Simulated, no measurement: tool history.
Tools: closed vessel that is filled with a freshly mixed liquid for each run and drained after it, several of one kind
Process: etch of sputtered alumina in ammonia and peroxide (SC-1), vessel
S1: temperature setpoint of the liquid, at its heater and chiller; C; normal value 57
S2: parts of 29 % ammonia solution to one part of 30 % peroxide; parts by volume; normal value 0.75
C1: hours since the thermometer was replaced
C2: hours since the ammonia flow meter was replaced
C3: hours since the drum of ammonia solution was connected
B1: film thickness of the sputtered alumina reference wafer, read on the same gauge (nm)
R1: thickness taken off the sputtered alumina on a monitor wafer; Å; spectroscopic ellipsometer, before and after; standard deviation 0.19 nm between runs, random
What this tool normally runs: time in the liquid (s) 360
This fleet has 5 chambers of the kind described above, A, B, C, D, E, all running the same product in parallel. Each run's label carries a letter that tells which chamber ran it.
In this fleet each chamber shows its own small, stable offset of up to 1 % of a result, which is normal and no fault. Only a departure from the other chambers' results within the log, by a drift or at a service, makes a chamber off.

{"run": "1C", "day": 0.238, "S1": 57, "S2": 0.75, "time in the liquid (s)": 360, "C1": 392.3, "C2": 1276.8, "C3": 221.6, "B1": 119.99, "R1": 365.66}
{"run": "2E", "day": 0.408, "S1": 57, "S2": 0.75, "time in the liquid (s)": 360, "C1": 1591, "C2": 256.6, "C3": 775.1, "B1": 120, "R1": 366.17}
{"run": "3D", "day": 0.583, "S1": 57, "S2": 0.75, "time in the liquid (s)": 360, "C1": 396.5, "C2": 765.2, "C3": 221.8, "B1": 120, "R1": 367.45}
{"run": "4B", "day": 0.921, "S1": 57, "S2": 0.75, "time in the liquid (s)": 360, "C1": 111.5, "C2": 292.1, "C3": 375.7, "B1": 120.01, "R1": 367.44}
{"run": "5A", "day": 1.138, "S1": 57, "S2": 0.75, "time in the liquid (s)": 360, "C1": 491.8, "C2": 907.2, "C3": 622.9, "B1": 120, "R1": 364.48}
{"run": "6A", "day": 1.483, "S1": 57, "S2": 0.75, "time in the liquid (s)": 360, "C1": 500.1, "C2": 915.5, "C3": 631.2, "B1": 120, "R1": 368.52}
{"run": "7D", "day": 1.7, "S1": 57, "S2": 0.75, "time in the liquid (s)": 360, "C1": 423.3, "C2": 792, "C3": 248.6, "B1": 119.99, "R1": 366.29}
{"run": "8C", "day": 1.979, "S1": 57, "S2": 0.75, "time in the liquid (s)": 360, "C1": 434.1, "C2": 1318.6, "C3": 263.4, "B1": 119.99, "R1": 360.72}
{"run": "9B", "day": 2.138, "S1": 57, "S2": 0.75, "time in the liquid (s)": 360, "C1": 140.7, "C2": 321.3, "C3": 404.9, "B1": 120.01, "R1": 366.08}
{"day": 2.35, "done": "chamber D: new drum of ammonia solution connected"}
{"run": "10E", "day": 2.392, "S1": 57, "S2": 0.75, "time in the liquid (s)": 360, "C1": 1638.6, "C2": 304.2, "C3": 822.7, "B1": 120, "R1": 367.45}
{"run": "11A", "day": 2.692, "S1": 57, "S2": 0.75, "time in the liquid (s)": 360, "C1": 529.1, "C2": 944.5, "C3": 660.2, "B1": 120.02, "R1": 364.48}
{"run": "12C", "day": 2.967, "S1": 57, "S2": 0.75, "time in the liquid (s)": 360, "C1": 457.8, "C2": 1342.3, "C3": 287.1, "B1": 120, "R1": 363.65}
{"run": "13D", "day": 3.188, "S1": 57, "S2": 0.75, "time in the liquid (s)": 360, "C1": 459, "C2": 827.7, "C3": 20.1, "B1": 119.99, "R1": 365.12}
{"day": 3.3, "done": "chamber E: thermometer replaced"}
{"run": "14E", "day": 3.379, "S1": 57, "S2": 0.75, "time in the liquid (s)": 360, "C1": 2, "C2": 327.9, "C3": 846.4, "B1": 120.02, "R1": 365.66}
{"run": "15B", "day": 3.579, "S1": 57, "S2": 0.75, "time in the liquid (s)": 360, "C1": 175.3, "C2": 355.9, "C3": 439.5, "B1": 120.03, "R1": 366.46}
{"run": "16B", "day": 3.875, "S1": 57, "S2": 0.75, "time in the liquid (s)": 360, "C1": 182.4, "C2": 363, "C3": 446.6, "B1": 120.01, "R1": 363.88}
{"run": "17D", "day": 4.179, "S1": 57, "S2": 0.75, "time in the liquid (s)": 360, "C1": 482.8, "C2": 851.5, "C3": 43.9, "B1": 120, "R1": 366.46}
{"run": "18E", "day": 4.512, "S1": 57, "S2": 0.75, "time in the liquid (s)": 360, "C1": 29.2, "C2": 355.1, "C3": 873.6, "B1": 120.01, "R1": 370.68}
{"run": "19A", "day": 4.667, "S1": 57, "S2": 0.75, "time in the liquid (s)": 360, "C1": 576.5, "C2": 991.9, "C3": 707.6, "B1": 120.01, "R1": 370.88}
{"run": "20C", "day": 4.942, "S1": 57, "S2": 0.75, "time in the liquid (s)": 360, "C1": 505.2, "C2": 1389.7, "C3": 334.5, "B1": 120.02, "R1": 365.6}
{"run": "21D", "day": 5.242, "S1": 57, "S2": 0.75, "time in the liquid (s)": 360, "C1": 508.3, "C2": 877, "C3": 69.4, "B1": 119.98, "R1": 365.99}
{"run": "22E", "day": 5.433, "S1": 57, "S2": 0.75, "time in the liquid (s)": 360, "C1": 51.3, "C2": 377.2, "C3": 895.7, "B1": 119.98, "R1": 369.31}
{"run": "23A", "day": 5.633, "S1": 57, "S2": 1, "time in the liquid (s)": 540, "C1": 599.7, "C2": 1015.1, "C3": 730.8, "B1": 120, "R1": 574.49}
{"run": "24C", "day": 5.958, "S1": 57, "S2": 1, "time in the liquid (s)": 540, "C1": 529.6, "C2": 1414.1, "C3": 358.9, "B1": 120.01, "R1": 560.78}
{"run": "25B", "day": 6.192, "S1": 57, "S2": 1, "time in the liquid (s)": 540, "C1": 238, "C2": 418.6, "C3": 502.2, "B1": 119.98, "R1": 561.74}
{"day": 6.371, "done": "chamber A: new drum of ammonia solution connected"}
{"run": "26D", "day": 6.421, "S1": 57, "S2": 1, "time in the liquid (s)": 540, "C1": 536.6, "C2": 905.3, "C3": 97.7, "B1": 120.01, "R1": 564.37}
{"run": "27E", "day": 6.575, "S1": 57, "S2": 1, "time in the liquid (s)": 540, "C1": 78.7, "C2": 404.6, "C3": 923.1, "B1": 119.98, "R1": 571.17}
{"run": "28A", "day": 6.758, "S1": 57, "S2": 0.75, "time in the liquid (s)": 360, "C1": 626.7, "C2": 1042.1, "C3": 9.4, "B1": 120.01, "R1": 378.03}
{"run": "29B", "day": 7.008, "S1": 57, "S2": 0.75, "time in the liquid (s)": 360, "C1": 257.6, "C2": 438.2, "C3": 521.8, "B1": 120.02, "R1": 365.79}
{"run": "30C", "day": 7.2, "S1": 57, "S2": 0.75, "time in the liquid (s)": 360, "C1": 559.4, "C2": 1443.9, "C3": 388.7, "B1": 119.98, "R1": 362.63}
{"run": "31E", "day": 7.383, "S1": 57, "S2": 0.75, "time in the liquid (s)": 360, "C1": 98.1, "C2": 424, "C3": 942.5, "B1": 120.04, "R1": 368.55}
{"run": "32D", "day": 7.608, "S1": 51.5, "S2": 0.75, "time in the liquid (s)": 360, "C1": 565.1, "C2": 933.8, "C3": 126.2, "B1": 120.04, "R1": 270.13}
{"run": "33C", "day": 7.875, "S1": 51.5, "S2": 0.75, "time in the liquid (s)": 360, "C1": 575.6, "C2": 1460.1, "C3": 404.9, "B1": 120.01, "R1": 269.97}
{"run": "34A", "day": 8.175, "S1": 51.5, "S2": 0.75, "time in the liquid (s)": 360, "C1": 660.7, "C2": 1076.1, "C3": 43.4, "B1": 120.01, "R1": 284.25}
{"run": "35B", "day": 8.517, "S1": 51.5, "S2": 0.75, "time in the liquid (s)": 360, "C1": 293.8, "C2": 474.4, "C3": 558, "B1": 119.98, "R1": 275.32}
{"run": "36D", "day": 8.771, "S1": 51.5, "S2": 0.75, "time in the liquid (s)": 360, "C1": 593, "C2": 961.7, "C3": 154.1, "B1": 120, "R1": 271.07}
{"run": "37B", "day": 9.038, "S1": 57, "S2": 0.75, "time in the liquid (s)": 360, "C1": 306.3, "C2": 486.9, "C3": 570.5, "B1": 120.02, "R1": 367.36}
{"run": "38A", "day": 9.288, "S1": 60, "S2": 0.75, "time in the liquid (s)": 360, "C1": 687.4, "C2": 1102.8, "C3": 70.1, "B1": 119.98, "R1": 442.91}
{"run": "39C", "day": 9.488, "S1": 60, "S2": 0.75, "time in the liquid (s)": 360, "C1": 614.3, "C2": 1498.8, "C3": 443.6, "B1": 120.02, "R1": 425.45}

Is one chamber out of step, is the gauge drifting, or do the chambers differ by no more than their own small offsets? For an off chamber, give its letter and the likeliest cause.

One chamber, A, drifts off from the rest bit by bit.
Likeliest cause: liquid hotter than its thermometer reads (K) = 0.707.

Here are 4 candidates for chamber A's next run, each the usual settings with a change, their results left as question marks. Which one brings its results back in line with what the others give on the usual settings?
A result is in line if it is within this distance of the other chambers' mean on the usual settings: R1 6.6 Å
{"run": "40A-1", "day": 9.738, "S1": 57.5, "S2": 0.75, "time in the liquid (s)": 365, "R1": "?"}
{"run": "40A-2", "day": 9.738, "S1": 57, "S2": 0.75, "time in the liquid (s)": 345, "R1": "?"}
{"run": "40A-3", "day": 9.738, "S1": 57, "S2": 0.75, "time in the liquid (s)": 335, "R1": "?"}
{"run": "40A-4", "day": 9.738, "S1": 57, "S2": 0.75, "time in the liquid (s)": 385, "R1": "?"}

On the usual settings, the other chambers give on average: R1 366.42 Å
run=40A-1 R1=394.55
run=40A-2 R1=363.35
run=40A-3 R1=352.82
run=40A-4 R1=405.48
40A-2 brings the chamber back in line.

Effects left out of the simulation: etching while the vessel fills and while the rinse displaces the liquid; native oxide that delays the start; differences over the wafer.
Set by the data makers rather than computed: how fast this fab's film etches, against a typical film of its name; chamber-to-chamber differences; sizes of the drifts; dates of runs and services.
